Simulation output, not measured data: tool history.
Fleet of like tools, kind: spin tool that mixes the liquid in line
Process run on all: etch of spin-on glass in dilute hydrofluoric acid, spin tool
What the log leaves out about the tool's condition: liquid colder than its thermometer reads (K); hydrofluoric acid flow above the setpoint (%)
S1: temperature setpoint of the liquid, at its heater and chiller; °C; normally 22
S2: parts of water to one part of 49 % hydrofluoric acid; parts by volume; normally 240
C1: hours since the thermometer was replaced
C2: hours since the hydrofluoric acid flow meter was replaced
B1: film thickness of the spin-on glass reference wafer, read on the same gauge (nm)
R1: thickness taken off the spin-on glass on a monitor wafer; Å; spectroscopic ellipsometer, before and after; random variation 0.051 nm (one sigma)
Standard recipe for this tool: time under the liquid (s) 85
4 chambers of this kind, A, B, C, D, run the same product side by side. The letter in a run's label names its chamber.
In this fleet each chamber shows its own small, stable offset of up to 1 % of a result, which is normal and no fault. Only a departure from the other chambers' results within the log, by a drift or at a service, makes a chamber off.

{"run": "1C", "hour": 5.5, "S1": 22, "S2": 240, "time under the liquid (s)": 85, "C1": 1086.5, "C2": 820.6, "B1": 49.993, "R1": 92.796}
{"run": "2B", "hour": 12.8, "S1": 22, "S2": 240, "time under the liquid (s)": 85, "C1": 898.7, "C2": 1037.2, "B1": 49.997, "R1": 93.944}
{"run": "3A", "hour": 21.7, "S1": 22, "S2": 240, "time under the liquid (s)": 85, "C1": 137.1, "C2": 111.0, "B1": 50.007, "R1": 93.239}
{"run": "4D", "hour": 31.2, "S1": 22, "S2": 240, "time under the liquid (s)": 85, "C1": 573.6, "C2": 2042.3, "B1": 50.003, "R1": 93.163}
{"run": "5C", "hour": 38.6, "S1": 22, "S2": 240, "time under the liquid (s)": 85, "C1": 1119.6, "C2": 853.7, "B1": 50.02, "R1": 93.661}
{"run": "6A", "hour": 44.5, "S1": 22, "S2": 240, "time under the liquid (s)": 85, "C1": 159.9, "C2": 133.8, "B1": 49.992, "R1": 92.772}
{"run": "7D", "hour": 54.0, "S1": 22, "S2": 240, "time under the liquid (s)": 100, "C1": 596.4, "C2": 2065.1, "B1": 50.007, "R1": 109.45}
{"run": "8B", "hour": 59.8, "S1": 22, "S2": 240, "time under the liquid (s)": 100, "C1": 945.7, "C2": 1084.2, "B1": 49.985, "R1": 110.89}
{"run": "9A", "hour": 66.5, "S1": 22, "S2": 240, "time under the liquid (s)": 100, "C1": 181.9, "C2": 155.8, "B1": 50.047, "R1": 108.99}
{"run": "10C", "hour": 75.0, "S1": 22, "S2": 240, "time under the liquid (s)": 100, "C1": 1156.0, "C2": 890.1, "B1": 50.029, "R1": 109.29}
{"run": "11D", "hour": 80.6, "S1": 22, "S2": 240, "time under the liquid (s)": 85, "C1": 623.0, "C2": 2091.7, "B1": 49.962, "R1": 92.856}
{"run": "12B", "hour": 89.4, "S1": 22, "S2": 240, "time under the liquid (s)": 85, "C1": 975.3, "C2": 1113.8, "B1": 49.977, "R1": 93.055}
{"run": "13A", "hour": 95.0, "S1": 22, "S2": 240, "time under the liquid (s)": 85, "C1": 210.4, "C2": 184.3, "B1": 50.001, "R1": 93.977}
{"run": "14B", "hour": 102.3, "S1": 22, "S2": 240, "time under the liquid (s)": 85, "C1": 988.2, "C2": 1126.7, "B1": 49.979, "R1": 93.748}
{"run": "15C", "hour": 111.5, "S1": 22, "S2": 240, "time under the liquid (s)": 85, "C1": 1192.5, "C2": 926.6, "B1": 50.018, "R1": 92.852}
{"run": "16D", "hour": 120.1, "S1": 20, "S2": 240, "time under the liquid (s)": 85, "C1": 662.5, "C2": 2131.2, "B1": 49.994, "R1": 85.699}
{"run": "17B", "hour": 126.8, "S1": 20, "S2": 240, "time under the liquid (s)": 85, "C1": 1012.7, "C2": 1151.2, "B1": 50.036, "R1": 86.451}
{"run": "18D", "hour": 132.5, "S1": 20, "S2": 240, "time under the liquid (s)": 85, "C1": 674.9, "C2": 2143.6, "B1": 50.002, "R1": 86.392}
{"run": "19A", "hour": 138.0, "S1": 20, "S2": 240, "time under the liquid (s)": 85, "C1": 253.4, "C2": 227.3, "B1": 49.951, "R1": 85.814}
{"run": "20C", "hour": 144.0, "S1": 22, "S2": 240, "time under the liquid (s)": 85, "C1": 1225.0, "C2": 959.1, "B1": 49.997, "R1": 92.839}
{"run": "21A", "hour": 148.6, "S1": 22, "S2": 240, "time under the liquid (s)": 85, "C1": 264.0, "C2": 237.9, "B1": 49.995, "R1": 92.198}
{"run": "22C", "hour": 153.4, "S1": 22, "S2": 240, "time under the liquid (s)": 85, "C1": 1234.4, "C2": 968.5, "B1": 49.989, "R1": 92.316}
{"run": "23B", "hour": 158.1, "S1": 22, "S2": 240, "time under the liquid (s)": 85, "C1": 1044.0, "C2": 1182.5, "B1": 49.994, "R1": 93.529}
{"run": "24D", "hour": 163.8, "S1": 22, "S2": 240, "time under the liquid (s)": 85, "C1": 706.2, "C2": 2174.9, "B1": 49.99, "R1": 91.513}
{"run": "25A", "hour": 173.3, "S1": 22, "S2": 240, "time under the liquid (s)": 120, "C1": 288.7, "C2": 262.6, "B1": 49.982, "R1": 132.35}
{"run": "26B", "hour": 178.6, "S1": 22, "S2": 240, "time under the liquid (s)": 120, "C1": 1064.5, "C2": 1203.0, "B1": 49.99, "R1": 131.74}
{"run": "27C", "hour": 185.8, "S1": 22, "S2": 240, "time under the liquid (s)": 120, "C1": 1266.8, "C2": 1000.9, "B1": 49.991, "R1": 131.03}
{"run": "28D", "hour": 194.6, "S1": 22, "S2": 240, "time under the liquid (s)": 120, "C1": 737.0, "C2": 2205.7, "B1": 49.987, "R1": 131.17}
{"run": "29C", "hour": 201.2, "S1": 22, "S2": 240, "time under the liquid (s)": 85, "C1": 1282.2, "C2": 1016.3, "B1": 49.979, "R1": 92.832}
{"run": "30A", "hour": 210.3, "S1": 22, "S2": 240, "time under the liquid (s)": 85, "C1": 325.7, "C2": 299.6, "B1": 49.984, "R1": 93.374}
{"run": "31D", "hour": 214.9, "S1": 22, "S2": 275, "time under the liquid (s)": 85, "C1": 757.3, "C2": 2226.0, "B1": 49.954, "R1": 77.928}
{"run": "32B", "hour": 223.0, "S1": 22, "S2": 275, "time under the liquid (s)": 85, "C1": 1108.9, "C2": 1247.4, "B1": 49.998, "R1": 80.103}
{"run": "33B", "hour": 232.5, "S1": 22, "S2": 275, "time under the liquid (s)": 85, "C1": 1118.4, "C2": 1256.9, "B1": 50.012, "R1": 79.489}
{"run": "34C", "hour": 241.1, "S1": 22, "S2": 275, "time under the liquid (s)": 85, "C1": 1322.1, "C2": 1056.2, "B1": 50.021, "R1": 78.863}
{"run": "35A", "hour": 250.1, "S1": 22, "S2": 240, "time under the liquid (s)": 85, "C1": 365.5, "C2": 339.4, "B1": 50.003, "R1": 93.166}
{"run": "36D", "hour": 255.7, "S1": 22, "S2": 240, "time under the liquid (s)": 85, "C1": 798.1, "C2": 2266.8, "B1": 49.995, "R1": 93.228}
{"run": "37D", "hour": 261.7, "S1": 22, "S2": 240, "time under the liquid (s)": 120, "C1": 804.1, "C2": 2272.8, "B1": 50.01, "R1": 130.47}
{"run": "38C", "hour": 267.8, "S1": 22, "S2": 240, "time under the liquid (s)": 120, "C1": 1348.8, "C2": 1082.9, "B1": 49.986, "R1": 130.75}

Next, every chamber runs the same settings. What will each give?
{"run": "39A", "hour": 274.6, "S1": 22, "S2": 240, "time under the liquid (s)": 45, "R1": "?"}
{"run": "39B", "hour": 274.6, "S1": 22, "S2": 240, "time under the liquid (s)": 45, "R1": "?"}
{"run": "39C", "hour": 274.6, "S1": 22, "S2": 240, "time under the liquid (s)": 45, "R1": "?"}
{"run": "39D", "hour": 274.6, "S1": 22, "S2": 240, "time under the liquid (s)": 45, "R1": "?"}

run=39A R1=49.273
run=39B R1=48.974
run=39C R1=49.394
run=39D R1=49.689
